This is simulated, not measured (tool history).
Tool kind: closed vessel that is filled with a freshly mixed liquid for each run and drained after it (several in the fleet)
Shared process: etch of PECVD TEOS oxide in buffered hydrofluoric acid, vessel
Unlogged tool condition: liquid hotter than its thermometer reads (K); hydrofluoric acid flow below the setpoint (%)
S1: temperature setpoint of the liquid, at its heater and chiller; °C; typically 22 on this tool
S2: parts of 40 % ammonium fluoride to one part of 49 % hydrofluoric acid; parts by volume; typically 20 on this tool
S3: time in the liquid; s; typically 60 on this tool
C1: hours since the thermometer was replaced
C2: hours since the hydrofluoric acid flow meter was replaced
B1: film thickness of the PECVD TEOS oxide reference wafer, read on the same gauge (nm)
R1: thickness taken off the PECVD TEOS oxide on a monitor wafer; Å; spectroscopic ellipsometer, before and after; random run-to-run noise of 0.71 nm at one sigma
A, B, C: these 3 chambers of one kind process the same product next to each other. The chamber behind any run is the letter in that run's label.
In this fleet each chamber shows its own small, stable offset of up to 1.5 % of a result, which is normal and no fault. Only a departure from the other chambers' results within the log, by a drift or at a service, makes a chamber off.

Run 1C, hour 5.3: usual settings; C1 1265; C2 1725.3; B1 139.97. Result: R1 729.07 Å.
Run 2B, hour 14.2: usual settings; C1 321.2; C2 428.1; B1 140.01. Result: R1 719.43 Å.
Run 3A, hour 21.9: usual settings; C1 403.8; C2 1778.9; B1 139.93. Result: R1 710.96 Å.
Run 4B, hour 31.9: usual settings; C1 338.9; C2 445.8; B1 140.03. Result: R1 736.35 Å.
Run 5C, hour 40.9: usual settings; C1 1300.6; C2 1760.9; B1 140.04. Result: R1 736.05 Å.
Run 6A, hour 45.3: usual settings; C1 427.2; C2 1802.3; B1 139.97. Result: R1 707.2 Å.
Run 7C, hour 52.4: usual settings; C1 1312.1; C2 1772.4; B1 140.02. Result: R1 736.83 Å.
Run 8A, hour 59.7: usual settings; C1 441.6; C2 1816.7; B1 140. Result: R1 722.98 Å.
Run 9B, hour 67: usual settings; C1 374; C2 480.9; B1 140.01. Result: R1 720.7 Å.
Run 10B, hour 74: usual settings but S2 17 parts by volume; C1 381; C2 487.9; B1 140. Result: R1 857.03 Å.
Run 11A, hour 82.3: usual settings but S2 17 parts by volume; C1 464.2; C2 1839.3; B1 140.01. Result: R1 842.4 Å.
Run 12C, hour 88.9: usual settings but S2 17 parts by volume; C1 1348.6; C2 1808.9; B1 139.99. Result: R1 869.4 Å.
Run 13B, hour 97.3: usual settings; C1 404.3; C2 511.2; B1 140.02. Result: R1 732.6 Å.
Run 14A, hour 106.9: usual settings; C1 488.8; C2 1863.9; B1 140.01. Result: R1 729.15 Å.
Run 15C, hour 114.4: usual settings but S1 26.5 °C, S2 22.5 parts by volume; C1 1374.1; C2 1834.4; B1 140.01. Result: R1 884.38 Å.
Run 16A, hour 123: usual settings but S1 26.5 °C, S2 22.5 parts by volume; C1 504.9; C2 1880; B1 139.99. Result: R1 854.23 Å.
At hour 131.2: chamber C: hydrofluoric acid flow meter replaced.
Run 17C, hour 132.5: usual settings but S1 26.5 °C, S2 22.5 parts by volume; C1 1392.2; C2 1.3; B1 140.01. Result: R1 893.87 Å.
Run 18B, hour 142.5: usual settings; C1 449.5; C2 556.4; B1 139.98. Result: R1 737.01 Å.
Run 19B, hour 152.4: usual settings but S1 20 °C; C1 459.4; C2 566.3; B1 139.99. Result: R1 646.83 Å.
Run 20C, hour 158: usual settings but S1 20 °C; C1 1417.7; C2 26.8; B1 140. Result: R1 713.8 Å.
Run 21A, hour 163.9: usual settings but S1 20 °C; C1 545.8; C2 1920.9; B1 140.04. Result: R1 653.73 Å.
Run 22B, hour 168.3: usual settings; C1 475.3; C2 582.2; B1 140. Result: R1 721.37 Å.
Run 23A, hour 175.3: usual settings; C1 557.2; C2 1932.3; B1 140.04. Result: R1 724.8 Å.
Run 24C, hour 179.9: usual settings; C1 1439.6; C2 48.7; B1 139.99. Result: R1 777.11 Å.
Run 25A, hour 187.1: usual settings; C1 569; C2 1944.1; B1 140.02. Result: R1 727.76 Å.
Run 26B, hour 194.4: usual settings; C1 501.4; C2 608.3; B1 139.99. Result: R1 724.74 Å.
Run 27C, hour 203.3: usual settings; C1 1463; C2 72.1; B1 139.99. Result: R1 807.8 Å.
Run 28C, hour 212.1: usual settings; C1 1471.8; C2 80.9; B1 139.97. Result: R1 786.84 Å.

Next, every chamber runs the same settings. What will each give?
Run 29A, hour 219.4: usual settings. Result: R1 ?.
Run 29B, hour 219.4: usual settings. Result: R1 ?.
Run 29C, hour 219.4: usual settings. Result: R1 ?.

run      R1
29A  733.41
29B  721.85
29C  802.06
